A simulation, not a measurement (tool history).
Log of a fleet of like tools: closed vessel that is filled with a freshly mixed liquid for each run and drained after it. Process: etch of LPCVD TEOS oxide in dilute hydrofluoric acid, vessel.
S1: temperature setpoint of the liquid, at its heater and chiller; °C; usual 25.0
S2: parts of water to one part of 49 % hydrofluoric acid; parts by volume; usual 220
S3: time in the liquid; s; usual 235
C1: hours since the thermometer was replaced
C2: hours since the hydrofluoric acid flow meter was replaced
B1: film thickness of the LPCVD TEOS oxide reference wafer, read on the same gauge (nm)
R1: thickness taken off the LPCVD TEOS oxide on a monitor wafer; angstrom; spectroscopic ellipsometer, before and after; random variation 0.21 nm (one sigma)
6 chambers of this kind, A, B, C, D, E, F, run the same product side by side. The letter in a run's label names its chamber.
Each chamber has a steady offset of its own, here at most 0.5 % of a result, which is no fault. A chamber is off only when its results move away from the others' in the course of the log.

run   hour    S1   S2   S3     C1      C2      B1      R1
 1F   11.9  25.0  220  235  246.1   520.6  80.009  300.76
 2D   25.7  25.0  220  235  263.4   276.3  79.983  298.33
 3B   35.2  25.0  220  235   35.7   383.3  79.997  297.83
 4E   41.9  25.0  220  235  474.3   618.4  80.020  299.44
 5C   56.3  25.0  220  235  435.6  1070.5  79.991  298.75
      70.4  -- chamber C: hydrofluoric acid flow meter replaced
 6A   71.9  25.0  220  235  810.2  1237.8  79.989  294.06
 7D   86.6  25.0  220  235  324.3   337.2  79.996  292.97
 8F  100.4  25.0  220  235  334.6   609.1  80.007  297.17
 9B  113.1  25.0  220  235  113.6   461.2  80.024  296.04
10A  120.0  25.0  220  235  858.3  1285.9  79.977  297.96
11C  134.2  25.0  220  235  513.5    63.8  79.988  299.68
12E  147.1  25.0  220  235  579.5   723.6  80.016  296.41
13B  155.9  25.0  220  235  156.4   504.0  79.987  298.51
14C  171.0  25.0  220  235  550.3   100.6  79.994  296.92
15A  185.6  25.0  220  235  923.9  1351.5  79.994  297.88
16D  199.7  25.0  220  235  437.4   450.3  79.994  293.68
17E  211.2  25.0  220  235  643.6   787.7  79.992  296.01
     214.2  -- chamber A: thermometer replaced
18F  221.8  25.0  220  235  456.0   730.5  79.995  299.84
     233.8  -- chamber D: hydrofluoric acid flow meter replaced
19F  233.9  25.0  220  235  468.1   742.6  79.998  297.85
20A  248.2  25.0  125  305   34.0  1414.1  80.000  750.74
21C  259.7  25.0  125  305  639.0   189.3  79.992  749.75
22D  268.7  25.0  125  305  506.4    35.0  80.016  774.64
23E  280.3  25.0  125  305  712.7   856.8  79.988  769.46
24B  289.7  25.0  125  305  290.2   637.8  79.984  750.53
25A  301.1  25.0  125  305   86.9  1467.0  80.012  765.02
26F  310.8  25.0  220  235  545.0   819.5  80.009  296.80
27D  318.7  25.0  220  235  556.4    85.0  79.985  297.27
28B  333.1  25.0  220  235  333.6   681.2  79.974  287.44
29E  342.6  25.0  220  235  775.0   919.1  79.992  296.09
30C  349.4  25.0  220  235  728.7   279.0  79.997  301.50
31E  360.1  25.0  220  235  792.5   936.6  79.965  296.71
32F  369.5  25.0  220  235  603.7   878.2  79.996  299.90
33C  378.9  25.0  220  235  758.2   308.5  80.003  297.00
34A  391.2  25.0  220  235  177.0  1557.1  79.996  300.92
35B  402.8  25.0  220  235  403.3   750.9  79.987  280.36
36D  417.6  23.5  220  345  655.3   183.9  80.001  412.53
37B  429.4  23.5  220  345  429.9   777.5  79.999  387.36
38E  438.2  23.5  220  345  870.6  1014.7  79.983  416.90
39D  452.3  23.5  220  345  690.0   218.6  80.004  415.56
40F  467.0  23.5  220  345  701.2   975.7  79.982  415.38
41A  480.0  23.5  220  345  265.8  1645.9  80.008  412.68
42C  488.7  25.0  220  235  868.0   418.3  80.005  298.67

Is one chamber off against the others, does the gauge drift, or is nothing wrong? If a chamber is off, say which, and what the likeliest cause is.

Chamber B drifts away from the others.
Cause: hydrofluoric acid flow below the setpoint (%) = 6.5.
The log may not tell that from: liquid colder than its thermometer reads (K).

Here are 4 candidates for chamber B's next run, each the usual settings with a change, their results left as question marks. Which one brings its results back in line with what the others give on the usual settings?
In line means no further than this from the other chambers' mean on the usual settings: R1 7.50 angstrom
43B-1  499.9  25.0  225  225               ?
43B-2  499.9  25.0  205  235               ?
43B-3  499.9  21.5  220  235               ?
43B-4  499.9  25.5  200  235               ?

The other chambers' mean on the usual settings: R1 297.59 angstrom
  run      R1
43B-1  254.17
43B-2  298.54
43B-3  240.60
43B-4  313.52
43B-2 brings the chamber back in line.
